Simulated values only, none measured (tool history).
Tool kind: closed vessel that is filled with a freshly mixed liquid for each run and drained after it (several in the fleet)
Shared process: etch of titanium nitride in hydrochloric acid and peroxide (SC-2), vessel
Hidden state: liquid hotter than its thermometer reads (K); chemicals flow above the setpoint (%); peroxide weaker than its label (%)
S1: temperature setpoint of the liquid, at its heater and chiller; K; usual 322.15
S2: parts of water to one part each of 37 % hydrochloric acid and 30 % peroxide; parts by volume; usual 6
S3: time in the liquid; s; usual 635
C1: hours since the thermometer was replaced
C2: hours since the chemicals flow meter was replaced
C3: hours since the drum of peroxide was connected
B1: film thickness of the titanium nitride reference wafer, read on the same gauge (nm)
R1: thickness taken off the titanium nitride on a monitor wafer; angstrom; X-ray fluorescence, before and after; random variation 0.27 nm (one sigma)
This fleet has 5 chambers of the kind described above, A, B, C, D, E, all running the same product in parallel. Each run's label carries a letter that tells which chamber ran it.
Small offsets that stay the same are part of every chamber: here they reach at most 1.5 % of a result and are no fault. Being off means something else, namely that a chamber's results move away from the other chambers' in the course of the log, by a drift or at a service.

| run | hour | S1 | S2 | S3 | C1 | C2 | C3 | B1 | R1 |
|---|---|---|---|---|---|---|---|---|---|
| 1D | 3.2 | 322.15 | 6 | 635 | 1245.5 | 9.2 | 558.5 | 70.027 | 411.51 |
| 2E | 6.8 | 322.15 | 6 | 635 | 2212.9 | 942.7 | 619.5 | 70.018 | 410.70 |
| 3C | 11.3 | 322.15 | 6 | 635 | 722.4 | 136.1 | 538.7 | 69.994 | 407.59 |
| 4B | 13.5 | 322.15 | 6 | 635 | 801.8 | 1735.9 | 723.4 | 70.048 | 406.21 |
| 5A | 17.8 | 322.15 | 6 | 635 | 850.4 | 243.0 | 213.3 | 70.005 | 410.18 |
| 6E | 20.9 | 322.15 | 6 | 635 | 2227.0 | 956.8 | 633.6 | 70.023 | 408.78 |
| 7B | 24.2 | 322.15 | 6 | 635 | 812.5 | 1746.6 | 734.1 | 70.023 | 404.27 |
| 8C | 27.3 | 322.15 | 6 | 635 | 738.4 | 152.1 | 554.7 | 70.008 | 408.77 |
| 9A | 30.7 | 322.15 | 6 | 635 | 863.3 | 255.9 | 226.2 | 69.982 | 410.42 |
| 10D | 32.8 | 322.15 | 6 | 635 | 1275.1 | 38.8 | 588.1 | 69.988 | 409.19 |
| 11E | 36.8 | 322.15 | 6 | 635 | 2242.9 | 972.7 | 649.5 | 69.978 | 410.72 |
| 12B | 40.7 | 322.15 | 6 | 635 | 829.0 | 1763.1 | 750.6 | 70.026 | 408.64 |
| 13D | 43.2 | 322.15 | 6 | 635 | 1285.5 | 49.2 | 598.5 | 69.984 | 410.21 |
| 14A | 46.5 | 314.15 | 6 | 635 | 879.1 | 271.7 | 242.0 | 70.038 | 233.73 |
| 15C | 49.8 | 314.15 | 6 | 635 | 760.9 | 174.6 | 577.2 | 69.984 | 238.05 |
| 16A | 52.8 | 314.15 | 6 | 635 | 885.4 | 278.0 | 248.3 | 70.010 | 234.28 |
| 17D | 55.4 | 314.15 | 6 | 635 | 1297.7 | 61.4 | 610.7 | 70.028 | 238.95 |
| 18C | 59.5 | 314.15 | 6 | 635 | 770.6 | 184.3 | 586.9 | 69.994 | 234.93 |
| 19B | 61.5 | 322.15 | 6 | 635 | 849.8 | 1783.9 | 771.4 | 69.978 | 407.13 |
| 20E | 65.9 | 322.15 | 6 | 635 | 2272.0 | 1001.8 | 678.6 | 69.994 | 410.06 |
| 21A | 68.4 | 322.15 | 6 | 635 | 901.0 | 293.6 | 263.9 | 70.014 | 417.97 |
| 22B | 72.4 | 326.65 | 6 | 290 | 860.7 | 1794.8 | 782.3 | 70.009 | 249.40 |
| 23E | 74.5 | 326.65 | 6 | 290 | 2280.6 | 1010.4 | 687.2 | 69.992 | 254.39 |
| 24D | 77.3 | 326.65 | 6 | 290 | 1319.6 | 83.3 | 632.6 | 70.017 | 250.56 |
| 25C | 80.8 | 326.65 | 6 | 290 | 791.9 | 205.6 | 608.2 | 70.007 | 252.12 |
| 26A | 83.2 | 326.65 | 6 | 290 | 915.8 | 308.4 | 278.7 | 70.006 | 254.99 |
| 27E | 86.6 | 322.15 | 6 | 635 | 2292.7 | 1022.5 | 699.3 | 70.022 | 415.44 |
| 28C | 90.2 | 322.15 | 6 | 635 | 801.3 | 215.0 | 617.6 | 70.024 | 410.44 |
| 29B | 93.5 | 322.15 | 6 | 635 | 881.8 | 1815.9 | 803.4 | 70.021 | 403.90 |
| 30D | 96.6 | 322.15 | 6 | 635 | 1338.9 | 102.6 | 651.9 | 69.999 | 409.58 |
|  | 97.4 | chamber D: thermometer replaced |
| 31D | 99.5 | 322.15 | 6 | 635 | 2.1 | 105.5 | 654.8 | 70.016 | 405.90 |

All 5 chambers run these settings next. Forecast each chamber's results:
| 32A | 102.8 | 322.15 | 6 | 635 |  |  |  |  | ? |
| 32B | 102.8 | 322.15 | 6 | 635 |  |  |  |  | ? |
| 32C | 102.8 | 322.15 | 6 | 635 |  |  |  |  | ? |
| 32D | 102.8 | 322.15 | 6 | 635 |  |  |  |  | ? |
| 32E | 102.8 | 322.15 | 6 | 635 |  |  |  |  | ? |

| run | R1 |
|---|---|
| 32A | 414.08 |
| 32B | 403.74 |
| 32C | 406.23 |
| 32D | 409.00 |
| 32E | 410.54 |
